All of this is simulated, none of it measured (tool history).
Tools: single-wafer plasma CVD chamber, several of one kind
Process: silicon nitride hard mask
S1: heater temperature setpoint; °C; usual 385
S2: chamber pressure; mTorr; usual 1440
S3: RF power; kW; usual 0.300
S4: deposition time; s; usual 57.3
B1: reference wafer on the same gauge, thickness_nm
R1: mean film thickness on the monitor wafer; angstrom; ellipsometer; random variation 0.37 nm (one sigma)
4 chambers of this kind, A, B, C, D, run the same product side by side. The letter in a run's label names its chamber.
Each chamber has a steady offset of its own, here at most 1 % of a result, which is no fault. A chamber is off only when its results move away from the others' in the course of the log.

| run | hour | S1 | S2 | S3 | S4 | B1 | R1 |
|---|---|---|---|---|---|---|---|
| 1A | 9.4 | 385 | 1440 | 0.300 | 57.3 | 56.014 | 637.17 |
| 2C | 23.5 | 385 | 1440 | 0.300 | 57.3 | 56.006 | 642.46 |
| 3D | 31.0 | 385 | 1440 | 0.300 | 57.3 | 56.065 | 639.06 |
|  | 37.1 | chamber B: capacitance manometer re-zeroed and calibrated |
| 4B | 43.0 | 385 | 1440 | 0.300 | 57.3 | 55.980 | 652.39 |
| 5C | 57.7 | 385 | 1440 | 0.300 | 57.3 | 56.047 | 640.84 |
| 6B | 66.0 | 385 | 1440 | 0.300 | 57.3 | 56.005 | 644.50 |
| 7A | 75.8 | 385 | 1440 | 0.300 | 57.3 | 55.981 | 640.19 |
| 8D | 88.2 | 385 | 1290 | 0.300 | 57.3 | 56.113 | 623.17 |
|  | 94.4 | chamber C: RF generator calibrated |
| 9B | 104.1 | 385 | 1290 | 0.300 | 57.3 | 56.001 | 630.24 |
| 10D | 111.4 | 385 | 1290 | 0.300 | 57.3 | 56.040 | 622.29 |
| 11A | 118.5 | 385 | 1290 | 0.300 | 57.3 | 56.008 | 613.13 |
| 12C | 133.4 | 385 | 1440 | 0.300 | 57.3 | 55.998 | 642.72 |
| 13B | 145.9 | 385 | 1440 | 0.300 | 57.3 | 56.008 | 648.06 |
| 14C | 158.4 | 385 | 1440 | 0.300 | 57.3 | 56.107 | 638.26 |
|  | 162.1 | chamber B: RF generator calibrated |
| 15A | 174.0 | 385 | 1440 | 0.300 | 57.3 | 56.059 | 640.00 |
| 16D | 183.9 | 385 | 1440 | 0.300 | 57.3 | 55.929 | 636.43 |
| 17D | 196.3 | 385 | 1440 | 0.300 | 57.3 | 55.987 | 636.99 |
| 18A | 207.9 | 385 | 1440 | 0.300 | 57.3 | 56.025 | 639.09 |
| 19B | 222.7 | 385 | 1640 | 0.345 | 57.3 | 55.984 | 737.40 |
| 20C | 237.1 | 385 | 1640 | 0.345 | 57.3 | 56.048 | 733.85 |
|  | 241.0 | chamber C: capacitance manometer re-zeroed and calibrated |
|  | 242.1 | chamber A: thermocouple changed; heater temperature recalibrated |
| 21D | 251.4 | 385 | 1640 | 0.345 | 57.3 | 56.065 | 727.22 |
| 22A | 267.1 | 385 | 1640 | 0.345 | 57.3 | 56.014 | 724.06 |
| 23B | 274.3 | 385 | 1440 | 0.300 | 57.3 | 56.050 | 647.79 |
| 24C | 282.1 | 385 | 1440 | 0.300 | 57.3 | 55.981 | 632.84 |
| 25B | 289.5 | 385 | 1440 | 0.300 | 57.3 | 55.978 | 649.19 |
| 26A | 303.2 | 385 | 1440 | 0.300 | 57.3 | 56.006 | 642.73 |
| 27C | 313.0 | 385 | 1440 | 0.300 | 57.3 | 56.107 | 648.79 |
| 28D | 321.7 | 385 | 1440 | 0.300 | 57.3 | 56.047 | 639.24 |
| 29A | 334.5 | 385 | 1440 | 0.300 | 57.3 | 56.078 | 635.99 |
| 30C | 346.1 | 385 | 1440 | 0.300 | 57.3 | 56.022 | 647.47 |
| 31B | 361.1 | 385 | 1440 | 0.300 | 57.3 | 56.048 | 648.77 |
| 32D | 371.2 | 385 | 1440 | 0.300 | 57.3 | 55.993 | 650.44 |
| 33C | 379.6 | 385 | 1440 | 0.300 | 57.3 | 55.968 | 645.41 |

Is one chamber off against the others, does the gauge drift, or is nothing wrong? If a chamber is off, say which, and what the likeliest cause is.

No chamber stands off beyond its own small offset, and the gauge holds steady.
